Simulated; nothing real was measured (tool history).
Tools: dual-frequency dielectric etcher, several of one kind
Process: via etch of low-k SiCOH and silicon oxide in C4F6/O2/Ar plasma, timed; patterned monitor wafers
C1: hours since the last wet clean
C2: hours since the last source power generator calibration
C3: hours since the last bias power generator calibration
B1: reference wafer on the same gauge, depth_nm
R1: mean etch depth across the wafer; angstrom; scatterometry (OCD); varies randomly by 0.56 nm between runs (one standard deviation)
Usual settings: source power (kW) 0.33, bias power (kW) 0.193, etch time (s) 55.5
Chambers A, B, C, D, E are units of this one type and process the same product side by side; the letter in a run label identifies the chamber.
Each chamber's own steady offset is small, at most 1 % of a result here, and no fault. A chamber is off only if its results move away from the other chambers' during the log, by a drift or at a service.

{"run": "1D", "hour": 8.3, "source power (kW)": 0.33, "bias power (kW)": 0.193, "etch time (s)": 55.5, "C1": 255.1, "C2": 2000.3, "C3": 2164.4, "B1": 148.84, "R1": 1450.5}
{"run": "2E", "hour": 17.1, "source power (kW)": 0.33, "bias power (kW)": 0.193, "etch time (s)": 55.5, "C1": 282.8, "C2": 2134, "C3": 972.4, "B1": 149.03, "R1": 1489.6}
{"run": "3B", "hour": 21.8, "source power (kW)": 0.33, "bias power (kW)": 0.193, "etch time (s)": 55.5, "C1": 201.7, "C2": 1236.4, "C3": 2283, "B1": 148.97, "R1": 1468.2}
{"run": "4C", "hour": 29.4, "source power (kW)": 0.33, "bias power (kW)": 0.193, "etch time (s)": 55.5, "C1": 234.8, "C2": 742.6, "C3": 5072.8, "B1": 149.05, "R1": 1467.9}
{"hour": 31.0, "done": "chamber A: wet clean of the chamber"}
{"run": "5A", "hour": 37.5, "source power (kW)": 0.35, "bias power (kW)": 0.193, "etch time (s)": 40.5, "C1": 6.5, "C2": 897.5, "C3": 2999.5, "B1": 148.92, "R1": 1100.7}
{"run": "6B", "hour": 42.0, "source power (kW)": 0.35, "bias power (kW)": 0.193, "etch time (s)": 40.5, "C1": 221.9, "C2": 1256.6, "C3": 2303.2, "B1": 149.02, "R1": 1098.5}
{"run": "7A", "hour": 47.6, "source power (kW)": 0.35, "bias power (kW)": 0.193, "etch time (s)": 40.5, "C1": 16.6, "C2": 907.6, "C3": 3009.6, "B1": 149, "R1": 1102.5}
{"run": "8C", "hour": 53.5, "source power (kW)": 0.35, "bias power (kW)": 0.193, "etch time (s)": 40.5, "C1": 258.9, "C2": 766.7, "C3": 5096.9, "B1": 148.96, "R1": 1092.9}
{"run": "9E", "hour": 58.3, "source power (kW)": 0.35, "bias power (kW)": 0.193, "etch time (s)": 40.5, "C1": 324, "C2": 2175.2, "C3": 1013.6, "B1": 149.14, "R1": 1111.1}
{"run": "10D", "hour": 65.5, "source power (kW)": 0.33, "bias power (kW)": 0.193, "etch time (s)": 55.5, "C1": 312.3, "C2": 2057.5, "C3": 2221.6, "B1": 149.02, "R1": 1461.2}
{"run": "11E", "hour": 72.7, "source power (kW)": 0.37, "bias power (kW)": 0.221, "etch time (s)": 55.5, "C1": 338.4, "C2": 2189.6, "C3": 1028, "B1": 148.91, "R1": 1616.6}
{"run": "12C", "hour": 80.1, "source power (kW)": 0.37, "bias power (kW)": 0.221, "etch time (s)": 55.5, "C1": 285.5, "C2": 793.3, "C3": 5123.5, "B1": 149.04, "R1": 1594.3}
{"run": "13A", "hour": 85.6, "source power (kW)": 0.37, "bias power (kW)": 0.221, "etch time (s)": 55.5, "C1": 54.6, "C2": 945.6, "C3": 3047.6, "B1": 148.91, "R1": 1604.2}
{"run": "14D", "hour": 90.7, "source power (kW)": 0.37, "bias power (kW)": 0.221, "etch time (s)": 55.5, "C1": 337.5, "C2": 2082.7, "C3": 2246.8, "B1": 149.06, "R1": 1581.5}
{"hour": 90.8, "done": "chamber C: bias power generator calibrated"}
{"run": "15B", "hour": 98.5, "source power (kW)": 0.37, "bias power (kW)": 0.221, "etch time (s)": 55.5, "C1": 278.4, "C2": 1313.1, "C3": 2359.7, "B1": 149.05, "R1": 1594.7}
{"run": "16E", "hour": 105.8, "source power (kW)": 0.33, "bias power (kW)": 0.193, "etch time (s)": 55.5, "C1": 371.5, "C2": 2222.7, "C3": 1061.1, "B1": 148.95, "R1": 1486.4}
{"run": "17D", "hour": 114.8, "source power (kW)": 0.4, "bias power (kW)": 0.193, "etch time (s)": 55.5, "C1": 361.6, "C2": 2106.8, "C3": 2270.9, "B1": 149.01, "R1": 1558.8}
{"run": "18A", "hour": 121.5, "source power (kW)": 0.4, "bias power (kW)": 0.193, "etch time (s)": 55.5, "C1": 90.5, "C2": 981.5, "C3": 3083.5, "B1": 149.03, "R1": 1575.5}
{"run": "19C", "hour": 126.0, "source power (kW)": 0.4, "bias power (kW)": 0.193, "etch time (s)": 55.5, "C1": 331.4, "C2": 839.2, "C3": 35.3, "B1": 149.04, "R1": 1570.4}
{"run": "20B", "hour": 135.1, "source power (kW)": 0.4, "bias power (kW)": 0.193, "etch time (s)": 55.5, "C1": 315, "C2": 1349.7, "C3": 2396.3, "B1": 149.02, "R1": 1593}
{"run": "21A", "hour": 143.9, "source power (kW)": 0.4, "bias power (kW)": 0.193, "etch time (s)": 55.5, "C1": 112.9, "C2": 1003.9, "C3": 3105.9, "B1": 148.94, "R1": 1586.5}
{"hour": 149.0, "done": "chamber D: bias power generator calibrated"}
{"hour": 151.1, "done": "chamber C: wet clean of the chamber"}
{"run": "22C", "hour": 151.8, "source power (kW)": 0.33, "bias power (kW)": 0.193, "etch time (s)": 55.5, "C1": 0.7, "C2": 865, "C3": 61.1, "B1": 149.12, "R1": 1461.7}
{"run": "23D", "hour": 155.9, "source power (kW)": 0.33, "bias power (kW)": 0.193, "etch time (s)": 55.5, "C1": 402.7, "C2": 2147.9, "C3": 7, "B1": 149.13, "R1": 1439.8}
{"hour": 157.6, "done": "chamber E: wet clean of the chamber"}
{"run": "24B", "hour": 164.6, "source power (kW)": 0.33, "bias power (kW)": 0.193, "etch time (s)": 55.5, "C1": 344.5, "C2": 1379.2, "C3": 2425.8, "B1": 149.01, "R1": 1463.6}
{"run": "25E", "hour": 170.4, "source power (kW)": 0.33, "bias power (kW)": 0.193, "etch time (s)": 55.5, "C1": 12.9, "C2": 2287.3, "C3": 1125.7, "B1": 148.92, "R1": 1482.5}
{"run": "26C", "hour": 177.3, "source power (kW)": 0.33, "bias power (kW)": 0.193, "etch time (s)": 55.5, "C1": 26.2, "C2": 890.5, "C3": 86.6, "B1": 148.87, "R1": 1456.6}
{"run": "27D", "hour": 184.3, "source power (kW)": 0.29, "bias power (kW)": 0.193, "etch time (s)": 55.5, "C1": 431.1, "C2": 2176.3, "C3": 35.4, "B1": 148.91, "R1": 1367.3}
{"run": "28A", "hour": 193.6, "source power (kW)": 0.29, "bias power (kW)": 0.193, "etch time (s)": 55.5, "C1": 162.6, "C2": 1053.6, "C3": 3155.6, "B1": 148.82, "R1": 1397.2}
{"run": "29E", "hour": 199.9, "source power (kW)": 0.29, "bias power (kW)": 0.193, "etch time (s)": 55.5, "C1": 42.4, "C2": 2316.8, "C3": 1155.2, "B1": 149.06, "R1": 1412.9}
{"run": "30B", "hour": 207.1, "source power (kW)": 0.29, "bias power (kW)": 0.193, "etch time (s)": 55.5, "C1": 387, "C2": 1421.7, "C3": 2468.3, "B1": 148.99, "R1": 1397.7}
{"run": "31A", "hour": 214.0, "source power (kW)": 0.29, "bias power (kW)": 0.193, "etch time (s)": 55.5, "C1": 183, "C2": 1074, "C3": 3176, "B1": 148.9, "R1": 1397.2}
{"run": "32E", "hour": 223.2, "source power (kW)": 0.33, "bias power (kW)": 0.193, "etch time (s)": 55.5, "C1": 65.7, "C2": 2340.1, "C3": 1178.5, "B1": 148.98, "R1": 1474.9}
{"run": "33B", "hour": 231.9, "source power (kW)": 0.33, "bias power (kW)": 0.193, "etch time (s)": 55.5, "C1": 411.8, "C2": 1446.5, "C3": 2493.1, "B1": 148.88, "R1": 1466.4}
{"run": "34C", "hour": 238.1, "source power (kW)": 0.33, "bias power (kW)": 0.193, "etch time (s)": 55.5, "C1": 87, "C2": 951.3, "C3": 147.4, "B1": 148.93, "R1": 1469.7}
{"hour": 244.2, "done": "chamber B: wet clean of the chamber"}
{"run": "35D", "hour": 247.0, "source power (kW)": 0.33, "bias power (kW)": 0.193, "etch time (s)": 55.5, "C1": 493.8, "C2": 2239, "C3": 98.1, "B1": 148.92, "R1": 1415.3}
{"run": "36C", "hour": 251.9, "source power (kW)": 0.33, "bias power (kW)": 0.193, "etch time (s)": 55.5, "C1": 100.8, "C2": 965.1, "C3": 161.2, "B1": 148.96, "R1": 1463.4}
{"run": "37B", "hour": 260.7, "source power (kW)": 0.33, "bias power (kW)": 0.224, "etch time (s)": 66.5, "C1": 16.5, "C2": 1475.3, "C3": 2521.9, "B1": 149.12, "R1": 1839}
{"run": "38E", "hour": 268.4, "source power (kW)": 0.33, "bias power (kW)": 0.224, "etch time (s)": 66.5, "C1": 110.9, "C2": 2385.3, "C3": 1223.7, "B1": 149.03, "R1": 1856.2}
{"run": "39A", "hour": 274.4, "source power (kW)": 0.33, "bias power (kW)": 0.224, "etch time (s)": 66.5, "C1": 243.4, "C2": 1134.4, "C3": 3236.4, "B1": 148.97, "R1": 1857.7}
{"run": "40D", "hour": 283.1, "source power (kW)": 0.33, "bias power (kW)": 0.224, "etch time (s)": 66.5, "C1": 529.9, "C2": 2275.1, "C3": 134.2, "B1": 148.96, "R1": 1776.5}
{"run": "41C", "hour": 290.0, "source power (kW)": 0.33, "bias power (kW)": 0.224, "etch time (s)": 66.5, "C1": 138.9, "C2": 1003.2, "C3": 199.3, "B1": 149.09, "R1": 1836.6}
{"run": "42E", "hour": 295.8, "source power (kW)": 0.33, "bias power (kW)": 0.193, "etch time (s)": 55.5, "C1": 138.3, "C2": 2412.7, "C3": 1251.1, "B1": 148.92, "R1": 1481.8}

What goes on in this fleet: one chamber off, a drifting gauge, or nothing beyond the chambers' own small offsets? Name the chamber and the cause, if any.

It is chamber D that slowly wanders off from its peers.
Likeliest cause: etch rate under this chamber's usual, % = 4.09.

Below are 4 candidate recipes for chamber D's next run, each the usual settings with a change, their results shown as question marks. Which of them brings D's results back in line with what the other chambers give on the usual settings?
Allowed miss from the other chambers' usual-settings mean, per result, to count as in line: R1 19 angstrom
{"run": "43D-1", "hour": 302.5, "source power (kW)": 0.32, "bias power (kW)": 0.193, "etch time (s)": 50.5, "R1": "?"}
{"run": "43D-2", "hour": 302.5, "source power (kW)": 0.33, "bias power (kW)": 0.164, "etch time (s)": 55.5, "R1": "?"}
{"run": "43D-3", "hour": 302.5, "source power (kW)": 0.37, "bias power (kW)": 0.193, "etch time (s)": 55.5, "R1": "?"}
{"run": "43D-4", "hour": 302.5, "source power (kW)": 0.39, "bias power (kW)": 0.222, "etch time (s)": 55.5, "R1": "?"}

The mean the other chambers reach with the usual settings: R1 1472.9 angstrom
run=43D-1 R1=1259.8
run=43D-2 R1=1330.2
run=43D-3 R1=1465.1
run=43D-4 R1=1565.2
The right change is 43D-3: it brings the chamber back within the allowed miss of the others.
